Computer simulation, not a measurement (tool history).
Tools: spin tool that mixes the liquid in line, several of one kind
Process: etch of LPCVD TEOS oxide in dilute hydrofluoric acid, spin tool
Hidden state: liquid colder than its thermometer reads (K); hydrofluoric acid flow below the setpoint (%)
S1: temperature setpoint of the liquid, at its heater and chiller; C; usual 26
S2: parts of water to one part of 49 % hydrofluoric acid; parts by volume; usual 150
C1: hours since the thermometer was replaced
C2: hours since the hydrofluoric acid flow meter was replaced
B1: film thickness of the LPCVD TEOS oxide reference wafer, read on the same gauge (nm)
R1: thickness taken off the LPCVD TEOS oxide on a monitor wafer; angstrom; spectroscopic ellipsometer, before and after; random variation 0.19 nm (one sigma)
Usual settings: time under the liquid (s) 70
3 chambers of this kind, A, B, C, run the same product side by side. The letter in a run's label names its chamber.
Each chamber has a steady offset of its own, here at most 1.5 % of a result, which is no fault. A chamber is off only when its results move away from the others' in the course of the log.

run 1B hour=10.1 | S1=26 S2=150 time_under_the_liquid_(s)=70 | C1=749.2 C2=618 | B1=89.979 | R1=262.28
run 2A hour=17.9 | S1=26 S2=150 time_under_the_liquid_(s)=70 | C1=1299 C2=135.5 | B1=90.021 | R1=267.65
run 3C hour=27.8 | S1=26 S2=150 time_under_the_liquid_(s)=70 | C1=2240.2 C2=446.4 | B1=89.991 | R1=264.45
run 4C hour=38.7 | S1=26 S2=150 time_under_the_liquid_(s)=70 | C1=2251.1 C2=457.3 | B1=90.033 | R1=262.64
run 5B hour=46.3 | S1=26 S2=150 time_under_the_liquid_(s)=70 | C1=785.4 C2=654.2 | B1=89.959 | R1=267.43
-- hour=49.7 chamber C: thermometer replaced
run 6A hour=53.1 | S1=29.5 S2=150 time_under_the_liquid_(s)=70 | C1=1334.2 C2=170.7 | B1=90.035 | R1=306.46
run 7A hour=60.3 | S1=29.5 S2=150 time_under_the_liquid_(s)=70 | C1=1341.4 C2=177.9 | B1=90.018 | R1=301.42
run 8C hour=70.1 | S1=29.5 S2=150 time_under_the_liquid_(s)=70 | C1=20.5 C2=488.7 | B1=90.001 | R1=295.49
run 9B hour=75.3 | S1=26 S2=150 time_under_the_liquid_(s)=70 | C1=814.4 C2=683.2 | B1=89.972 | R1=262.68
run 10B hour=84.5 | S1=26 S2=150 time_under_the_liquid_(s)=70 | C1=823.6 C2=692.4 | B1=89.998 | R1=261.69
run 11C hour=89.6 | S1=26 S2=150 time_under_the_liquid_(s)=110 | C1=40 C2=508.2 | B1=90.015 | R1=404.45
run 12A hour=95.6 | S1=26 S2=150 time_under_the_liquid_(s)=110 | C1=1376.7 C2=213.2 | B1=90.016 | R1=420.31
run 13B hour=100.5 | S1=26 S2=150 time_under_the_liquid_(s)=110 | C1=839.6 C2=708.4 | B1=89.993 | R1=413.71
run 14A hour=110.2 | S1=26 S2=150 time_under_the_liquid_(s)=70 | C1=1391.3 C2=227.8 | B1=89.988 | R1=264.17
run 15C hour=118.2 | S1=26 S2=90 time_under_the_liquid_(s)=50 | C1=68.6 C2=536.8 | B1=89.97 | R1=328.49
-- hour=125.7 chamber B: hydrofluoric acid flow meter replaced
run 16C hour=126.3 | S1=26 S2=90 time_under_the_liquid_(s)=50 | C1=76.7 C2=544.9 | B1=89.991 | R1=324.98
run 17B hour=133.1 | S1=26 S2=90 time_under_the_liquid_(s)=50 | C1=872.2 C2=7.5 | B1=90.012 | R1=338.78
run 18A hour=139.2 | S1=26 S2=150 time_under_the_liquid_(s)=40 | C1=1420.3 C2=256.8 | B1=90.025 | R1=150.68
run 19C hour=146.7 | S1=26 S2=150 time_under_the_liquid_(s)=40 | C1=97.1 C2=565.3 | B1=89.972 | R1=143.76
run 20B hour=151.6 | S1=26 S2=150 time_under_the_liquid_(s)=40 | C1=890.7 C2=26 | B1=89.983 | R1=151.73
run 21A hour=158.5 | S1=26 S2=150 time_under_the_liquid_(s)=70 | C1=1439.6 C2=276.1 | B1=90.034 | R1=264.36
run 22A hour=164.9 | S1=26 S2=150 time_under_the_liquid_(s)=70 | C1=1446 C2=282.5 | B1=89.993 | R1=266.18
run 23B hour=171.2 | S1=26 S2=150 time_under_the_liquid_(s)=70 | C1=910.3 C2=45.6 | B1=89.985 | R1=264.36
run 24C hour=178.9 | S1=26 S2=150 time_under_the_liquid_(s)=70 | C1=129.3 C2=597.5 | B1=89.992 | R1=245.93
run 25A hour=186.1 | S1=26 S2=150 time_under_the_liquid_(s)=70 | C1=1467.2 C2=303.7 | B1=89.999 | R1=268.4
run 26B hour=192.9 | S1=26 S2=195 time_under_the_liquid_(s)=70 | C1=932 C2=67.3 | B1=90.045 | R1=191.49

Is one chamber off against the others, does the gauge drift, or is nothing wrong? If a chamber is off, say which, and what the likeliest cause is.

Chamber C drifts away from the others.
Cause: hydrofluoric acid flow below the setpoint (%) = 8.07.

Here are 4 candidates for chamber C's next run, each the usual settings with a change, their results left as question marks. Which one brings its results back in line with what the others give on the usual settings?
In line means no further than this from the other chambers' mean on the usual settings: R1 6.6 angstrom
run 27C-1 hour=200.8 | S1=27 S2=150 time_under_the_liquid_(s)=70 | R1=?
run 27C-2 hour=200.8 | S1=26 S2=145 time_under_the_liquid_(s)=75 | R1=?
run 27C-3 hour=200.8 | S1=23.5 S2=150 time_under_the_liquid_(s)=70 | R1=?
run 27C-4 hour=200.8 | S1=25 S2=150 time_under_the_liquid_(s)=70 | R1=?

The other chambers' mean on the usual settings: R1 266.18 angstrom
run=27C-1 R1=249.47
run=27C-2 R1=268.49
run=27C-3 R1=219.28
run=27C-4 R1=231.89
27C-2 brings the chamber back in line.
